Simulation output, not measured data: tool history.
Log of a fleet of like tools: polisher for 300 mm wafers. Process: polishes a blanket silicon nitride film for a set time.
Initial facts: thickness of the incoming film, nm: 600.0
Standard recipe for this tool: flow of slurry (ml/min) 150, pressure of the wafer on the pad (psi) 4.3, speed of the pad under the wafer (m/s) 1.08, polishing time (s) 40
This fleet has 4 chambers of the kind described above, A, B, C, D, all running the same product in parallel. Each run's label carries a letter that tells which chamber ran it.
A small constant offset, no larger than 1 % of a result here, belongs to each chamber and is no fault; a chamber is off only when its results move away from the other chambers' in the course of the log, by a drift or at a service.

| run | day | flow of slurry (ml/min) | pressure of the wafer on the pad (psi) | speed of the pad under the wafer (m/s) | polishing time (s) | wafers polished on this pad | hours since the slurry nozzle was cleaned | hours since the head pressure was calibrated | film removed (angstrom) |
|---|---|---|---|---|---|---|---|---|---|
| 1A | 0.371 | 150 | 4.3 | 1.08 | 40 | 157 | 90.4 | 1221.6 | 811.38 |
| 2D | 0.879 | 150 | 4.3 | 1.08 | 40 | 561 | 124.9 | 42.5 | 805.14 |
| 3B | 1.429 | 150 | 4.3 | 1.08 | 40 | 635 | 718.7 | 1023.5 | 818.87 |
|  | 1.638 | chamber D: worn pad replaced by a new one |
| 4C | 1.879 | 150 | 4.3 | 1.08 | 40 | 412 | 164.8 | 495.1 | 810.88 |
|  | 2.217 | chamber A: head pressure recalibrated |
| 5C | 2.483 | 150 | 4.3 | 1.08 | 40 | 528 | 179.3 | 509.6 | 808.79 |
| 6A | 2.888 | 150 | 4.3 | 1.08 | 40 | 643 | 150.8 | 16.2 | 821.62 |
|  | 3.117 | chamber C: worn pad replaced by a new one |
| 7D | 3.433 | 150 | 4.3 | 1.08 | 40 | 347 | 186.2 | 103.8 | 817.03 |
| 8B | 3.775 | 150 | 4.3 | 1.08 | 40 | 1088 | 775.0 | 1079.8 | 799.55 |
| 9B | 4.212 | 150 | 4.3 | 1.08 | 40 | 1172 | 785.5 | 1090.3 | 811.38 |
| 10D | 4.642 | 150 | 4.3 | 1.08 | 28 | 580 | 215.2 | 132.8 | 562.10 |
|  | 4.796 | chamber D: worn pad replaced by a new one |
|  | 4.888 | chamber B: worn pad replaced by a new one |
| 11C | 5.175 | 150 | 4.3 | 1.08 | 28 | 398 | 243.9 | 574.2 | 562.68 |
| 12A | 5.512 | 150 | 4.3 | 1.08 | 28 | 1150 | 213.8 | 79.2 | 567.46 |
|  | 5.554 | chamber C: slurry nozzle cleaned |
| 13D | 5.817 | 150 | 4.3 | 1.08 | 28 | 197 | 243.4 | 161.0 | 574.83 |
|  | 5.888 | chamber A: worn pad replaced by a new one |
| 14C | 6.125 | 150 | 4.3 | 1.08 | 40 | 581 | 13.8 | 597.0 | 811.50 |
|  | 6.179 | chamber C: worn pad replaced by a new one |
| 15B | 6.458 | 150 | 4.3 | 1.08 | 40 | 303 | 839.4 | 1144.2 | 808.66 |
| 16A | 6.950 | 150 | 4.3 | 1.08 | 40 | 205 | 248.3 | 113.7 | 811.74 |
|  | 7.138 | chamber C: head pressure recalibrated |
| 17A | 7.483 | 175 | 4.3 | 1.08 | 40 | 308 | 261.1 | 126.5 | 843.07 |
|  | 7.871 | chamber D: worn pad replaced by a new one |
| 18B | 7.896 | 175 | 4.3 | 1.08 | 40 | 581 | 873.9 | 1178.7 | 826.37 |
| 19C | 8.371 | 175 | 4.3 | 1.08 | 40 | 424 | 67.7 | 29.7 | 819.22 |
|  | 8.379 | chamber B: head pressure recalibrated |
|  | 8.638 | chamber B: slurry nozzle cleaned |
| 20D | 8.775 | 175 | 4.3 | 1.08 | 40 | 174 | 314.4 | 232.0 | 837.36 |
|  | 8.933 | chamber A: slurry nozzle cleaned |
|  | 9.100 | chamber C: worn pad replaced by a new one |
| 21D | 9.125 | 150 | 4.3 | 1.08 | 40 | 242 | 322.8 | 240.4 | 815.05 |
| 22B | 9.442 | 190 | 4.3 | 1.08 | 40 | 879 | 19.4 | 25.6 | 807.58 |
| 23A | 9.954 | 190 | 4.3 | 1.08 | 40 | 785 | 24.5 | 185.8 | 859.08 |
| 24C | 10.379 | 190 | 4.3 | 1.08 | 40 | 247 | 115.9 | 77.9 | 843.79 |
| 25D | 10.983 | 190 | 4.3 | 1.08 | 40 | 601 | 367.4 | 285.0 | 836.44 |
|  | 11.150 | chamber D: worn pad replaced by a new one |
|  | 11.404 | chamber B: worn pad replaced by a new one |
| 26C | 11.433 | 150 | 4.3 | 1.08 | 40 | 450 | 141.2 | 103.2 | 795.77 |
|  | 11.688 | chamber A: worn pad replaced by a new one |
| 27A | 11.879 | 150 | 4.3 | 1.08 | 40 | 37 | 70.7 | 232.0 | 831.66 |
|  | 12.188 | chamber C: worn pad replaced by a new one |
| 28B | 12.283 | 150 | 4.3 | 1.08 | 40 | 170 | 87.6 | 93.8 | 778.10 |
| 29B | 12.612 | 150 | 4.3 | 1.08 | 40 | 234 | 95.5 | 101.7 | 770.25 |
| 30D | 12.962 | 150 | 4.3 | 1.08 | 40 | 350 | 414.9 | 332.5 | 814.40 |
| 31A | 13.267 | 150 | 3.6 | 1.08 | 26 | 305 | 104.0 | 265.3 | 442.68 |
| 32C | 13.704 | 150 | 3.6 | 1.08 | 26 | 293 | 195.7 | 157.7 | 437.28 |
|  | 14.008 | chamber D: worn pad replaced by a new one |
| 33C | 14.054 | 150 | 3.6 | 1.08 | 26 | 361 | 204.1 | 166.1 | 445.04 |
| 34B | 14.525 | 150 | 3.6 | 1.08 | 26 | 603 | 141.4 | 147.6 | 419.53 |
| 35D | 15.012 | 150 | 4.3 | 1.08 | 40 | 194 | 464.1 | 381.7 | 812.18 |
| 36A | 15.404 | 150 | 4.3 | 1.08 | 40 | 718 | 155.3 | 316.6 | 811.22 |
|  | 15.479 | chamber C: worn pad replaced by a new one |
| 37A | 15.700 | 150 | 4.3 | 0.90 | 40 | 775 | 162.4 | 323.7 | 716.82 |
| 38C | 16.254 | 150 | 4.3 | 0.90 | 40 | 150 | 256.9 | 218.9 | 694.18 |

Read the log: is a single chamber off, either drifting away or since a service, is the gauge that measures every chamber drifting, or is nothing wrong beyond small per-chamber offsets? Name any odd chamber and what most likely caused it.

A service left chamber B off against the others.
Likeliest cause: head's pressure below its setpoint, % = 3.66.

Below are 4 candidate recipes for chamber B's next run, each the usual settings with a change, their results shown as question marks. Which of them brings B's results back in line with what the other chambers give on the usual settings?
In line means no further than this from the other chambers' mean on the usual settings: film removed (angstrom) 21.00
| 39B-1 | 16.692 | 150 | 4.2 | 1.06 | 40 |  |  |  | ? |
| 39B-2 | 16.692 | 150 | 4.3 | 1.08 | 42 |  |  |  | ? |
| 39B-3 | 16.692 | 155 | 4.3 | 1.20 | 40 |  |  |  | ? |
| 39B-4 | 16.692 | 95 | 4.3 | 1.08 | 40 |  |  |  | ? |

Mean of the other chambers on the usual settings: film removed (angstrom) 813.47
| run | film removed (angstrom) |
|---|---|
| 39B-1 | 745.45 |
| 39B-2 | 813.50 |
| 39B-3 | 847.82 |
| 39B-4 | 704.51 |
39B-2 brings the chamber back in line.

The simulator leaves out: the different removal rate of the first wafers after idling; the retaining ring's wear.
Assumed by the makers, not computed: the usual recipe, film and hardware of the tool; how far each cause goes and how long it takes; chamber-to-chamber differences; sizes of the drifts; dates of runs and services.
